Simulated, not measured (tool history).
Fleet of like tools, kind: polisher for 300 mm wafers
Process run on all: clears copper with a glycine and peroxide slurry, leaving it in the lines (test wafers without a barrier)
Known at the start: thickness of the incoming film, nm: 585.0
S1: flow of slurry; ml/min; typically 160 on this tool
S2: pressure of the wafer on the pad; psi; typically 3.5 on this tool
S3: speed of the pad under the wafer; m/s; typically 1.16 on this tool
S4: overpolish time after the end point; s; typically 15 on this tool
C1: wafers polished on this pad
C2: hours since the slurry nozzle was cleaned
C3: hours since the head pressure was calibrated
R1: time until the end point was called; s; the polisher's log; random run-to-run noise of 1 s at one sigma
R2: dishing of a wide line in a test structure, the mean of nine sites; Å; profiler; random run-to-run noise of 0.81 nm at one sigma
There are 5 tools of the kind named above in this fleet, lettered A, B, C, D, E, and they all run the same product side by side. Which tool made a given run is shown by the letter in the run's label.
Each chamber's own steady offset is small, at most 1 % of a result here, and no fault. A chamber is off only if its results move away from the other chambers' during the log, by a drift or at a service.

{"run": "1A", "hour": 13.9, "S1": 160, "S2": 3.5, "S3": 1.16, "S4": 15, "C1": 879, "C2": 241, "C3": 604.3, "R1": 72.156, "R2": 794.06}
{"hour": 20.5, "done": "chamber E: worn pad replaced by a new one"}
{"run": "2C", "hour": 23.9, "S1": 160, "S2": 3.5, "S3": 1.16, "S4": 15, "C1": 1184, "C2": 179.6, "C3": 51.2, "R1": 73.777, "R2": 793.43}
{"run": "3B", "hour": 31.4, "S1": 160, "S2": 3.5, "S3": 1.16, "S4": 15, "C1": 1095, "C2": 60.3, "C3": 647.6, "R1": 70.77, "R2": 780.68}
{"hour": 38.4, "done": "chamber A: worn pad replaced by a new one"}
{"run": "4D", "hour": 39.5, "S1": 160, "S2": 3.5, "S3": 1.16, "S4": 15, "C1": 897, "C2": 236.4, "C3": 926.3, "R1": 72.379, "R2": 799.29}
{"hour": 46.5, "done": "chamber A: slurry nozzle cleaned"}
{"run": "5E", "hour": 49.6, "S1": 160, "S2": 3.5, "S3": 1.16, "S4": 15, "C1": 168, "C2": 263.4, "C3": 520.4, "R1": 72.038, "R2": 801.74}
{"hour": 51.2, "done": "chamber D: worn pad replaced by a new one"}
{"hour": 52.7, "done": "chamber C: worn pad replaced by a new one"}
{"hour": 58.2, "done": "chamber A: head pressure recalibrated"}
{"run": "6A", "hour": 59.7, "S1": 160, "S2": 3.5, "S3": 1.16, "S4": 15, "C1": 124, "C2": 13.2, "C3": 1.5, "R1": 71.399, "R2": 780.57}
{"run": "7E", "hour": 66.7, "S1": 115, "S2": 3.5, "S3": 1.16, "S4": 15, "C1": 268, "C2": 280.5, "C3": 537.5, "R1": 74.839, "R2": 759.66}
{"hour": 81.0, "done": "chamber E: head pressure recalibrated"}
{"run": "8D", "hour": 81.6, "S1": 115, "S2": 3.5, "S3": 1.16, "S4": 15, "C1": 177, "C2": 278.5, "C3": 968.4, "R1": 77.561, "R2": 744.73}
{"hour": 87.7, "done": "chamber D: slurry nozzle cleaned"}
{"run": "9B", "hour": 91.2, "S1": 115, "S2": 3.5, "S3": 1.16, "S4": 15, "C1": 1442, "C2": 120.1, "C3": 707.4, "R1": 75.673, "R2": 756.81}
{"run": "10C", "hour": 101.1, "S1": 115, "S2": 3.5, "S3": 1.16, "S4": 15, "C1": 281, "C2": 256.8, "C3": 128.4, "R1": 79.158, "R2": 749.55}
{"run": "11A", "hour": 110.4, "S1": 115, "S2": 3.5, "S3": 1.16, "S4": 15, "C1": 418, "C2": 63.9, "C3": 52.2, "R1": 76.831, "R2": 748.66}
{"hour": 114.0, "done": "chamber B: worn pad replaced by a new one"}
{"run": "12C", "hour": 122.7, "S1": 160, "S2": 3.5, "S3": 1.16, "S4": 15, "C1": 406, "C2": 278.4, "C3": 150, "R1": 70.584, "R2": 795.9}
{"hour": 131.0, "done": "chamber E: worn pad replaced by a new one"}
{"run": "13B", "hour": 134.7, "S1": 160, "S2": 3.5, "S3": 1.16, "S4": 15, "C1": 120, "C2": 163.6, "C3": 750.9, "R1": 71.787, "R2": 792.28}
{"run": "14E", "hour": 145.1, "S1": 160, "S2": 3.5, "S3": 0.86, "S4": 15, "C1": 82, "C2": 358.9, "C3": 64.1, "R1": 93.005, "R2": 653.7}
{"run": "15D", "hour": 152.0, "S1": 160, "S2": 3.5, "S3": 0.86, "S4": 15, "C1": 585, "C2": 64.4, "C3": 1038.8, "R1": 91.796, "R2": 657.52}
{"run": "16C", "hour": 164.2, "S1": 160, "S2": 3.5, "S3": 0.86, "S4": 15, "C1": 647, "C2": 319.9, "C3": 191.5, "R1": 92.459, "R2": 655.41}
{"run": "17D", "hour": 171.9, "S1": 160, "S2": 3.5, "S3": 0.86, "S4": 15, "C1": 701, "C2": 84.3, "C3": 1058.7, "R1": 92.57, "R2": 642.46}
{"hour": 173.4, "done": "chamber E: slurry nozzle cleaned"}
{"hour": 177.3, "done": "chamber B: head pressure recalibrated"}
{"run": "18E", "hour": 183.2, "S1": 160, "S2": 3.5, "S3": 0.86, "S4": 15, "C1": 303, "C2": 9.8, "C3": 102.2, "R1": 95.806, "R2": 649.08}
{"run": "19B", "hour": 192.8, "S1": 160, "S2": 3.5, "S3": 1.16, "S4": 15, "C1": 458, "C2": 221.7, "C3": 15.6, "R1": 73.919, "R2": 791.51}
{"run": "20A", "hour": 203.1, "S1": 160, "S2": 3.5, "S3": 1.16, "S4": 15, "C1": 956, "C2": 156.6, "C3": 144.9, "R1": 71.071, "R2": 789.9}
{"hour": 210.6, "done": "chamber A: worn pad replaced by a new one"}
{"hour": 212.6, "done": "chamber D: worn pad replaced by a new one"}
{"run": "21D", "hour": 215.8, "S1": 160, "S2": 3.5, "S3": 1.16, "S4": 15, "C1": 18, "C2": 128.2, "C3": 1102.6, "R1": 71.801, "R2": 799.41}
{"run": "22B", "hour": 228.0, "S1": 160, "S2": 3.5, "S3": 1.16, "S4": 15, "C1": 662, "C2": 256.9, "C3": 50.8, "R1": 72.38, "R2": 781.6}
{"hour": 237.9, "done": "chamber E: worn pad replaced by a new one"}
{"run": "23C", "hour": 240.6, "S1": 160, "S2": 3.5, "S3": 1.16, "S4": 15, "C1": 1091, "C2": 396.3, "C3": 267.9, "R1": 70.123, "R2": 786.75}
{"hour": 244.3, "done": "chamber C: worn pad replaced by a new one"}
{"run": "24E", "hour": 248.7, "S1": 160, "S2": 3.5, "S3": 1.16, "S4": 15, "C1": 63, "C2": 75.3, "C3": 167.7, "R1": 70.073, "R2": 788.69}
{"run": "25A", "hour": 261.2, "S1": 160, "S2": 3.5, "S3": 1.16, "S4": 15, "C1": 293, "C2": 214.7, "C3": 203, "R1": 71.615, "R2": 768.77}
{"run": "26E", "hour": 269.0, "S1": 160, "S2": 3.5, "S3": 1.16, "S4": 15, "C1": 180, "C2": 95.6, "C3": 188, "R1": 70.879, "R2": 803.89}
{"run": "27C", "hour": 283.6, "S1": 160, "S2": 3.5, "S3": 1.16, "S4": 15, "C1": 228, "C2": 439.3, "C3": 310.9, "R1": 71.646, "R2": 790.69}
{"run": "28A", "hour": 295.9, "S1": 160, "S2": 3.5, "S3": 1.16, "S4": 15, "C1": 495, "C2": 249.4, "C3": 237.7, "R1": 71.24, "R2": 799.84}
{"run": "29D", "hour": 308.4, "S1": 160, "S2": 3.5, "S3": 1.16, "S4": 15, "C1": 556, "C2": 220.8, "C3": 1195.2, "R1": 71.916, "R2": 781.42}
{"run": "30B", "hour": 321.9, "S1": 160, "S2": 3.5, "S3": 1.16, "S4": 15, "C1": 1207, "C2": 350.8, "C3": 144.7, "R1": 70.775, "R2": 788.3}
{"hour": 325.9, "done": "chamber B: worn pad replaced by a new one"}
{"run": "31D", "hour": 332.6, "S1": 160, "S2": 3.5, "S3": 1.16, "S4": 15, "C1": 696, "C2": 245, "C3": 1219.4, "R1": 71.662, "R2": 779.18}
{"run": "32C", "hour": 343.7, "S1": 160, "S2": 2.5, "S3": 0.82, "S4": 15, "C1": 577, "C2": 499.4, "C3": 371, "R1": 126.64, "R2": 497.32}
{"hour": 346.6, "done": "chamber E: worn pad replaced by a new one"}
{"hour": 347.6, "done": "chamber A: slurry nozzle cleaned"}
{"run": "33B", "hour": 354.7, "S1": 160, "S2": 2.5, "S3": 0.82, "S4": 15, "C1": 167, "C2": 383.6, "C3": 177.5, "R1": 127.19, "R2": 491.03}
{"run": "34E", "hour": 362.8, "S1": 160, "S2": 2.5, "S3": 0.82, "S4": 15, "C1": 94, "C2": 189.4, "C3": 281.8, "R1": 125.72, "R2": 489.31}
{"run": "35A", "hour": 373.5, "S1": 160, "S2": 2.5, "S3": 0.82, "S4": 15, "C1": 945, "C2": 26, "C3": 315.3, "R1": 131.17, "R2": 490.21}
{"run": "36C", "hour": 384.2, "S1": 160, "S2": 2.5, "S3": 0.82, "S4": 15, "C1": 812, "C2": 539.9, "C3": 411.5, "R1": 124.01, "R2": 497.22}

The same settings go to every chamber for the next run, one line per chamber below. Forecast the results for each:
{"run": "37A", "hour": 395.1, "S1": 160, "S2": 3.5, "S3": 1.16, "S4": 15, "R1": "?", "R2": "?"}
{"run": "37B", "hour": 395.1, "S1": 160, "S2": 3.5, "S3": 1.16, "S4": 15, "R1": "?", "R2": "?"}
{"run": "37C", "hour": 395.1, "S1": 160, "S2": 3.5, "S3": 1.16, "S4": 15, "R1": "?", "R2": "?"}
{"run": "37D", "hour": 395.1, "S1": 160, "S2": 3.5, "S3": 1.16, "S4": 15, "R1": "?", "R2": "?"}
{"run": "37E", "hour": 395.1, "S1": 160, "S2": 3.5, "S3": 1.16, "S4": 15, "R1": "?", "R2": "?"}

run=37A R1=70.554 R2=783.84
run=37B R1=72.084 R2=794.83
run=37C R1=69.825 R2=794.93
run=37D R1=69.577 R2=787.22
run=37E R1=71.711 R2=790.19
